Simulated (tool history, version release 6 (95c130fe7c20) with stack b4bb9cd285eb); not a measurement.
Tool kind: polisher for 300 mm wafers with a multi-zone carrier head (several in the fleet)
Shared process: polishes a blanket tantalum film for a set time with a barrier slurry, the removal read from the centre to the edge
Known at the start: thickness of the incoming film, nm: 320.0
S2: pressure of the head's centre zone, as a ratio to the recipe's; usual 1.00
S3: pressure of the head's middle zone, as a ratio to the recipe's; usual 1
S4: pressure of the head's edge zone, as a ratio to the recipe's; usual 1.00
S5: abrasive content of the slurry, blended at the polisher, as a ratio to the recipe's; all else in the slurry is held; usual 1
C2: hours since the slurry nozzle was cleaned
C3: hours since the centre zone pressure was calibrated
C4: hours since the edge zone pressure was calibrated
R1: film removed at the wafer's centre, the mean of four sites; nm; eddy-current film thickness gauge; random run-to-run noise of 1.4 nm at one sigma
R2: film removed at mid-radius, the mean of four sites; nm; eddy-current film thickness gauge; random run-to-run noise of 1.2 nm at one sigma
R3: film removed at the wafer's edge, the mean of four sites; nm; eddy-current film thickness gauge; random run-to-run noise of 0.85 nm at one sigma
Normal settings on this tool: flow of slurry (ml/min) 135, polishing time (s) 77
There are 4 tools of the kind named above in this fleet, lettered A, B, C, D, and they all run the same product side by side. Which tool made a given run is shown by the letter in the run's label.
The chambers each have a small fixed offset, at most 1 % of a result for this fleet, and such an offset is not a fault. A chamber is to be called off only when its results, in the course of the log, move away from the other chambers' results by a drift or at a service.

{"hour": 7.8, "done": "chamber D: worn pad replaced by a new one"}
{"run": "1C", "hour": 15.4, "flow of slurry (ml/min)": 135, "S2": 1.0, "S3": 1, "S4": 1.0, "S5": 1, "polishing time (s)": 77, "wafers polished on this pad": 551, "C2": 279.1, "C3": 909.6, "C4": 255.6, "R1": 134.0, "R2": 134.58, "R3": 134.96}
{"run": "2A", "hour": 29.6, "flow of slurry (ml/min)": 135, "S2": 1.0, "S3": 1, "S4": 1.0, "S5": 1, "polishing time (s)": 77, "wafers polished on this pad": 307, "C2": 211.8, "C3": 373.1, "C4": 358.0, "R1": 135.57, "R2": 138.89, "R3": 134.84}
{"run": "3D", "hour": 39.8, "flow of slurry (ml/min)": 135, "S2": 1.0, "S3": 1, "S4": 1.0, "S5": 1, "polishing time (s)": 77, "wafers polished on this pad": 245, "C2": 140.3, "C3": 299.9, "C4": 456.9, "R1": 135.58, "R2": 135.97, "R3": 134.9}
{"run": "4B", "hour": 55.3, "flow of slurry (ml/min)": 135, "S2": 1.0, "S3": 1, "S4": 1.0, "S5": 1, "polishing time (s)": 77, "wafers polished on this pad": 620, "C2": 352.4, "C3": 495.0, "C4": 499.0, "R1": 133.07, "R2": 136.13, "R3": 134.96}
{"hour": 59.8, "done": "chamber B: worn pad replaced by a new one"}
{"run": "5B", "hour": 66.6, "flow of slurry (ml/min)": 135, "S2": 1.0, "S3": 1, "S4": 1.0, "S5": 1, "polishing time (s)": 77, "wafers polished on this pad": 52, "C2": 363.7, "C3": 506.3, "C4": 510.3, "R1": 133.54, "R2": 136.44, "R3": 133.63}
{"hour": 68.5, "done": "chamber C: worn pad replaced by a new one"}
{"run": "6A", "hour": 77.3, "flow of slurry (ml/min)": 135, "S2": 1.0, "S3": 1, "S4": 1.0, "S5": 1, "polishing time (s)": 77, "wafers polished on this pad": 672, "C2": 259.5, "C3": 420.8, "C4": 405.7, "R1": 135.64, "R2": 134.77, "R3": 137.4}
{"hour": 87.4, "done": "chamber C: slurry nozzle cleaned"}
{"run": "7C", "hour": 90.2, "flow of slurry (ml/min)": 135, "S2": 1.0, "S3": 1, "S4": 1.0, "S5": 1, "polishing time (s)": 77, "wafers polished on this pad": 166, "C2": 2.9, "C3": 984.4, "C4": 330.4, "R1": 136.11, "R2": 133.57, "R3": 136.08}
{"run": "8D", "hour": 99.4, "flow of slurry (ml/min)": 135, "S2": 1.0, "S3": 1, "S4": 1.0, "S5": 1, "polishing time (s)": 77, "wafers polished on this pad": 702, "C2": 199.9, "C3": 359.5, "C4": 516.5, "R1": 139.38, "R2": 134.16, "R3": 135.92}
{"hour": 111.9, "done": "chamber C: centre zone pressure recalibrated"}
{"run": "9B", "hour": 113.6, "flow of slurry (ml/min)": 135, "S2": 1.0, "S3": 1, "S4": 1.0, "S5": 1, "polishing time (s)": 77, "wafers polished on this pad": 412, "C2": 410.7, "C3": 553.3, "C4": 557.3, "R1": 134.1, "R2": 134.86, "R3": 133.89}
{"hour": 125.0, "done": "chamber D: worn pad replaced by a new one"}
{"hour": 125.4, "done": "chamber B: worn pad replaced by a new one"}
{"run": "10C", "hour": 127.8, "flow of slurry (ml/min)": 135, "S2": 1.0, "S3": 1, "S4": 1.0, "S5": 1, "polishing time (s)": 77, "wafers polished on this pad": 454, "C2": 40.5, "C3": 16.0, "C4": 368.0, "R1": 120.19, "R2": 134.28, "R3": 136.41}
{"hour": 136.8, "done": "chamber A: worn pad replaced by a new one"}
{"run": "11D", "hour": 139.0, "flow of slurry (ml/min)": 135, "S2": 1.0, "S3": 1, "S4": 1.0, "S5": 1, "polishing time (s)": 77, "wafers polished on this pad": 107, "C2": 239.5, "C3": 399.1, "C4": 556.1, "R1": 135.06, "R2": 134.98, "R3": 135.61}
{"hour": 147.0, "done": "chamber A: slurry nozzle cleaned"}
{"run": "12A", "hour": 150.7, "flow of slurry (ml/min)": 135, "S2": 1.0, "S3": 1, "S4": 1.0, "S5": 1, "polishing time (s)": 77, "wafers polished on this pad": 106, "C2": 3.8, "C3": 494.2, "C4": 479.1, "R1": 135.56, "R2": 135.58, "R3": 136.77}
{"run": "13B", "hour": 166.2, "flow of slurry (ml/min)": 135, "S2": 0.92, "S3": 1, "S4": 1.09, "S5": 1, "polishing time (s)": 77, "wafers polished on this pad": 312, "C2": 463.3, "C3": 605.9, "C4": 609.9, "R1": 120.51, "R2": 134.02, "R3": 142.82}
{"hour": 178.1, "done": "chamber C: worn pad replaced by a new one"}
{"run": "14C", "hour": 180.5, "flow of slurry (ml/min)": 135, "S2": 0.92, "S3": 1, "S4": 1.09, "S5": 1, "polishing time (s)": 77, "wafers polished on this pad": 18, "C2": 93.2, "C3": 68.7, "C4": 420.7, "R1": 110.65, "R2": 135.16, "R3": 141.9}
{"run": "15A", "hour": 187.9, "flow of slurry (ml/min)": 135, "S2": 0.92, "S3": 1, "S4": 1.09, "S5": 1, "polishing time (s)": 77, "wafers polished on this pad": 391, "C2": 41.0, "C3": 531.4, "C4": 516.3, "R1": 123.8, "R2": 137.32, "R3": 143.1}
{"run": "16D", "hour": 196.1, "flow of slurry (ml/min)": 135, "S2": 0.92, "S3": 1, "S4": 1.09, "S5": 1, "polishing time (s)": 77, "wafers polished on this pad": 545, "C2": 296.6, "C3": 456.2, "C4": 613.2, "R1": 126.49, "R2": 135.16, "R3": 143.6}
{"hour": 203.3, "done": "chamber B: worn pad replaced by a new one"}
{"run": "17A", "hour": 205.0, "flow of slurry (ml/min)": 135, "S2": 1.0, "S3": 1, "S4": 1.0, "S5": 1, "polishing time (s)": 77, "wafers polished on this pad": 522, "C2": 58.1, "C3": 548.5, "C4": 533.4, "R1": 133.3, "R2": 136.13, "R3": 136.59}
{"run": "18D", "hour": 213.9, "flow of slurry (ml/min)": 135, "S2": 1.0, "S3": 1, "S4": 1.0, "S5": 1, "polishing time (s)": 77, "wafers polished on this pad": 681, "C2": 314.4, "C3": 474.0, "C4": 631.0, "R1": 137.01, "R2": 136.16, "R3": 134.81}
{"hour": 216.1, "done": "chamber B: edge zone pressure recalibrated"}
{"run": "19C", "hour": 228.9, "flow of slurry (ml/min)": 135, "S2": 1.0, "S3": 1, "S4": 1.0, "S5": 1, "polishing time (s)": 77, "wafers polished on this pad": 389, "C2": 141.6, "C3": 117.1, "C4": 469.1, "R1": 120.69, "R2": 134.73, "R3": 134.95}
{"run": "20B", "hour": 238.2, "flow of slurry (ml/min)": 135, "S2": 1.0, "S3": 1, "S4": 1.0, "S5": 1, "polishing time (s)": 77, "wafers polished on this pad": 267, "C2": 535.3, "C3": 677.9, "C4": 22.2, "R1": 134.85, "R2": 136.55, "R3": 134.52}
{"run": "21D", "hour": 247.0, "flow of slurry (ml/min)": 110, "S2": 1.0, "S3": 1, "S4": 1.09, "S5": 1, "polishing time (s)": 77, "wafers polished on this pad": 934, "C2": 347.5, "C3": 507.1, "C4": 664.1, "R1": 127.53, "R2": 128.9, "R3": 137.75}
{"hour": 254.2, "done": "chamber D: worn pad replaced by a new one"}
{"run": "22A", "hour": 259.0, "flow of slurry (ml/min)": 110, "S2": 1.0, "S3": 1, "S4": 1.09, "S5": 1, "polishing time (s)": 77, "wafers polished on this pad": 936, "C2": 112.1, "C3": 602.5, "C4": 587.4, "R1": 127.92, "R2": 128.83, "R3": 137.59}
{"run": "23C", "hour": 271.6, "flow of slurry (ml/min)": 110, "S2": 1.0, "S3": 1, "S4": 1.09, "S5": 1, "polishing time (s)": 77, "wafers polished on this pad": 716, "C2": 184.3, "C3": 159.8, "C4": 511.8, "R1": 115.02, "R2": 129.7, "R3": 135.41}
{"run": "24B", "hour": 286.1, "flow of slurry (ml/min)": 110, "S2": 1.0, "S3": 1, "S4": 1.09, "S5": 1, "polishing time (s)": 77, "wafers polished on this pad": 634, "C2": 583.2, "C3": 725.8, "C4": 70.1, "R1": 127.18, "R2": 127.53, "R3": 136.82}
{"hour": 286.5, "done": "chamber B: worn pad replaced by a new one"}
{"run": "25C", "hour": 293.7, "flow of slurry (ml/min)": 135, "S2": 1.0, "S3": 1, "S4": 1.0, "S5": 1, "polishing time (s)": 77, "wafers polished on this pad": 885, "C2": 206.4, "C3": 181.9, "C4": 533.9, "R1": 118.66, "R2": 134.74, "R3": 135.98}
{"run": "26D", "hour": 301.2, "flow of slurry (ml/min)": 135, "S2": 1.0, "S3": 1, "S4": 1.0, "S5": 1, "polishing time (s)": 77, "wafers polished on this pad": 360, "C2": 401.7, "C3": 561.3, "C4": 718.3, "R1": 135.58, "R2": 135.53, "R3": 136.95}
{"run": "27B", "hour": 309.2, "flow of slurry (ml/min)": 135, "S2": 1.0, "S3": 1, "S4": 1.0, "S5": 1, "polishing time (s)": 77, "wafers polished on this pad": 174, "C2": 606.3, "C3": 748.9, "C4": 93.2, "R1": 134.15, "R2": 132.83, "R3": 134.14}

Which is it: a chamber that has drifted or been left off by a service, a gauge drift common to all chambers, or only each chamber's usual small offset? If a chamber is off, name it and its likeliest cause.

Chamber C has stood off from the others ever since a service on it.
Cause: centre zone's pressure below its setpoint, % = 9.38.

Below are 4 candidate recipes for chamber C's next run, each the usual settings with a change, their results shown as question marks. Which of them brings C's results back in line with what the other chambers give on the usual settings?
Counts as in line when no further than this from what the other chambers average on the usual settings: R1 4.70 nm; R2 4.30 nm; R3 3.00 nm
{"run": "28C-1", "hour": 320.2, "flow of slurry (ml/min)": 140, "S2": 1.03, "S3": 0.99, "S4": 0.99, "S5": 1, "polishing time (s)": 77, "R1": "?", "R2": "?", "R3": "?"}
{"run": "28C-2", "hour": 320.2, "flow of slurry (ml/min)": 140, "S2": 1.09, "S3": 0.98, "S4": 0.97, "S5": 1, "polishing time (s)": 78, "R1": "?", "R2": "?", "R3": "?"}
{"run": "28C-3", "hour": 320.2, "flow of slurry (ml/min)": 130, "S2": 0.91, "S3": 1.02, "S4": 1.03, "S5": 1, "polishing time (s)": 76, "R1": "?", "R2": "?", "R3": "?"}
{"run": "28C-4", "hour": 320.2, "flow of slurry (ml/min)": 130, "S2": 0.97, "S3": 1.01, "S4": 1.01, "S5": 1, "polishing time (s)": 77, "R1": "?", "R2": "?", "R3": "?"}

Average result of the remaining chambers running the usual settings: R1 135.33 nm; R2 135.78 nm; R3 135.61 nm
run=28C-1 R1=125.09 R2=133.63 R3=135.99
run=28C-2 R1=134.73 R2=134.09 R3=136.34
run=28C-3 R1=105.94 R2=133.45 R3=135.43
run=28C-4 R1=115.10 R2=133.97 R3=135.84
28C-2 puts the chamber back in line with the other chambers.
